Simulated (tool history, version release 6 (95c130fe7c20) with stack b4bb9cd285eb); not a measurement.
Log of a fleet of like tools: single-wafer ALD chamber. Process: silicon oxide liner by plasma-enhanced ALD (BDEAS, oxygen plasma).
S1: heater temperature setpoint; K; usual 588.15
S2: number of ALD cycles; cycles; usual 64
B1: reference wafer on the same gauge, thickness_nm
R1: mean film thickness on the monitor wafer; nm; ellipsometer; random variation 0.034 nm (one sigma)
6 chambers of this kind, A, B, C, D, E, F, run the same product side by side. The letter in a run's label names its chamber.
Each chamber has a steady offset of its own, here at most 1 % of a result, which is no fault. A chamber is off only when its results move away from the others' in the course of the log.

Run 1F, hour 4.7: usual settings; B1 4.8459. Result: R1 5.8659 nm.
Run 2C, hour 9.5: usual settings; B1 4.8425. Result: R1 5.8818 nm.
Run 3A, hour 15.3: usual settings; B1 4.8528. Result: R1 5.738 nm.
Run 4E, hour 23.2: usual settings; B1 4.853. Result: R1 5.7913 nm.
Run 5D, hour 30: usual settings; B1 4.8529. Result: R1 5.7818 nm.
Run 6B, hour 37.4: usual settings; B1 4.86. Result: R1 5.8523 nm.
Run 7F, hour 43.2: usual settings; B1 4.8549. Result: R1 5.8576 nm.
Run 8B, hour 48.5: usual settings; B1 4.8528. Result: R1 5.8883 nm.
Run 9D, hour 57.5: usual settings; B1 4.8462. Result: R1 5.8859 nm.
Run 10E, hour 65.6: usual settings but S1 600.15 K; B1 4.8443. Result: R1 5.6995 nm.
Run 11A, hour 74.6: usual settings but S1 600.15 K; B1 4.8475. Result: R1 5.7477 nm.
Run 12C, hour 83.4: usual settings but S1 600.15 K; B1 4.8505. Result: R1 5.7293 nm.
Run 13B, hour 90.6: usual settings but S1 600.15 K; B1 4.849. Result: R1 5.7379 nm.
Run 14D, hour 96.4: usual settings but S1 600.15 K; B1 4.8496. Result: R1 5.7275 nm.
Run 15C, hour 104.3: usual settings but S1 600.15 K; B1 4.855. Result: R1 5.7985 nm.
Run 16F, hour 111.5: usual settings; B1 4.8535. Result: R1 5.853 nm.
Run 17E, hour 116.6: usual settings; B1 4.8515. Result: R1 5.8313 nm.
Run 18A, hour 121.9: usual settings; B1 4.8519. Result: R1 5.7882 nm.
Run 19B, hour 126.2: usual settings; B1 4.8541. Result: R1 5.8327 nm.
Run 20F, hour 131: usual settings; B1 4.8465. Result: R1 5.8727 nm.
Run 21E, hour 136.3: usual settings; B1 4.8461. Result: R1 5.8378 nm.
Run 22A, hour 141.6: usual settings; B1 4.8521. Result: R1 5.8284 nm.
Run 23D, hour 145.7: usual settings; B1 4.8518. Result: R1 5.8298 nm.
Run 24C, hour 154.9: usual settings; B1 4.8506. Result: R1 5.9075 nm.
Run 25E, hour 161.4: usual settings; B1 4.8569. Result: R1 5.8436 nm.
Run 26D, hour 167.7: usual settings; B1 4.8435. Result: R1 5.7776 nm.
Run 27B, hour 172.3: usual settings; B1 4.8542. Result: R1 5.9477 nm.
Run 28A, hour 177.9: usual settings; B1 4.8434. Result: R1 5.8431 nm.
Run 29F, hour 182.2: usual settings; B1 4.8526. Result: R1 5.9028 nm.
Run 30C, hour 187.4: usual settings; B1 4.8483. Result: R1 5.8452 nm.
Run 31D, hour 194.5: usual settings; B1 4.8482. Result: R1 5.8586 nm.
Run 32F, hour 199.6: usual settings; B1 4.8487. Result: R1 5.8689 nm.
Run 33C, hour 203.9: usual settings; B1 4.8485. Result: R1 5.869 nm.
Run 34A, hour 213: usual settings; B1 4.8511. Result: R1 5.8316 nm.
Run 35B, hour 217.4: usual settings; B1 4.849. Result: R1 5.8825 nm.
Run 36E, hour 224.4: usual settings; B1 4.8459. Result: R1 5.7923 nm.
Run 37B, hour 231.1: usual settings; B1 4.8481. Result: R1 5.8717 nm.
Run 38D, hour 237.8: usual settings; B1 4.8541. Result: R1 5.8547 nm.
Run 39E, hour 243.7: usual settings; B1 4.8548. Result: R1 5.821 nm.
Run 40F, hour 252.6: usual settings; B1 4.8489. Result: R1 5.8568 nm.

What goes on in this fleet: one chamber off, a drifting gauge, or nothing beyond the chambers' own small offsets? Name the chamber and the cause, if any.

No chamber stands off beyond its own small offset, and the gauge holds steady.
